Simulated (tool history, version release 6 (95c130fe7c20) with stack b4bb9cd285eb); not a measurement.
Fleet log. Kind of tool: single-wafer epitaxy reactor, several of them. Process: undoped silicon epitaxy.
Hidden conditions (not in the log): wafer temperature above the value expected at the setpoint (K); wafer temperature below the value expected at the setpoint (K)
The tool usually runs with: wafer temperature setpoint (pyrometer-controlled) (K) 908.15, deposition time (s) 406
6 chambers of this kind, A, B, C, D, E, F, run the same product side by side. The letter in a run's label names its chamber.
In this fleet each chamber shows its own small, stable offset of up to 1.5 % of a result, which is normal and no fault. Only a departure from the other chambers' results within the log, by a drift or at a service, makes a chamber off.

run,day,wafer temperature setpoint (pyrometer-controlled) (K),deposition time (s),hours since the last pyrometer calibration,"read-back reference wafer on the same gauge, thickness_nm",mean film thickness on the monitor wafer (nm)
1A,0.117,908.15,406,1263.6,56.465,49.098
2C,0.258,908.15,406,1049.1,56.471,49.008
3F,0.433,908.15,406,1322.4,56.538,48.777
4D,0.642,908.15,406,1083,56.538,48.817
# day 0.762: chamber F: pyrometer calibrated
5E,0.838,908.15,406,879.7,56.428,49.398
6B,1.038,908.15,406,2210.9,56.427,49.192
7F,1.179,908.15,406,10.1,56.587,48.995
8A,1.288,894.15,327,1291.7,56.523,28.55
9E,1.388,894.15,327,892.9,56.547,28.848
10D,1.592,894.15,327,1105.8,56.49,28.093
11C,1.754,894.15,327,1085,56.56,28.259
12B,1.946,894.15,327,2232.7,56.442,28.543
13A,2.15,894.15,327,1312.4,56.434,28.525
14B,2.271,908.15,406,2240.5,56.479,48.951
15C,2.417,908.15,406,1100.9,56.488,48.847
16F,2.625,908.15,406,44.8,56.488,48.653
17D,2.742,908.15,406,1133.4,56.518,48.76
18E,2.958,908.15,406,930.6,56.47,49.372
19C,3.079,908.15,406,1116.8,56.588,49.124
20E,3.271,908.15,406,938.1,56.572,49.278
21F,3.4,902.15,406,63.4,56.504,42.876
22A,3.5,902.15,406,1344.8,56.585,42.716
23D,3.725,902.15,406,1157,56.525,42.527
24B,3.875,902.15,406,2279,56.501,42.717
25F,4.062,902.15,406,79.3,56.496,42.495
26C,4.208,902.15,406,1143.9,56.548,42.871
27E,4.325,908.15,406,963.4,56.506,49.334
28B,4.554,908.15,406,2295.3,56.482,48.569
29D,4.767,908.15,406,1182,56.45,48.911
30A,4.904,908.15,406,1378.5,56.487,48.978
31C,5.133,903.15,482,1166.1,56.543,51.733
32E,5.308,903.15,482,987,56.464,52.13
33F,5.425,903.15,482,112,56.527,51.678
34D,5.567,903.15,482,1201.2,56.5,51.513
35A,5.746,903.15,482,1398.7,56.508,51.834
36B,5.879,903.15,482,2327.1,56.479,51.571
37E,6,894.15,406,1003.6,56.423,35.656
38D,6.146,894.15,406,1215.1,56.459,35.123
39B,6.317,894.15,406,2337.6,56.555,35.692
40A,6.529,894.15,406,1417.5,56.451,35.288
41C,6.704,894.15,406,1203.8,56.503,35.476
42F,6.825,894.15,406,145.6,56.52,35.497
43E,6.946,908.15,406,1026.3,56.558,49.523

Read the log: is a single chamber off, either drifting away or since a service, is the gauge that measures every chamber drifting, or is nothing wrong beyond small per-chamber offsets? Name any odd chamber and what most likely caused it.

All chambers stay in line apart from their small fixed offsets, and the gauge does not drift.

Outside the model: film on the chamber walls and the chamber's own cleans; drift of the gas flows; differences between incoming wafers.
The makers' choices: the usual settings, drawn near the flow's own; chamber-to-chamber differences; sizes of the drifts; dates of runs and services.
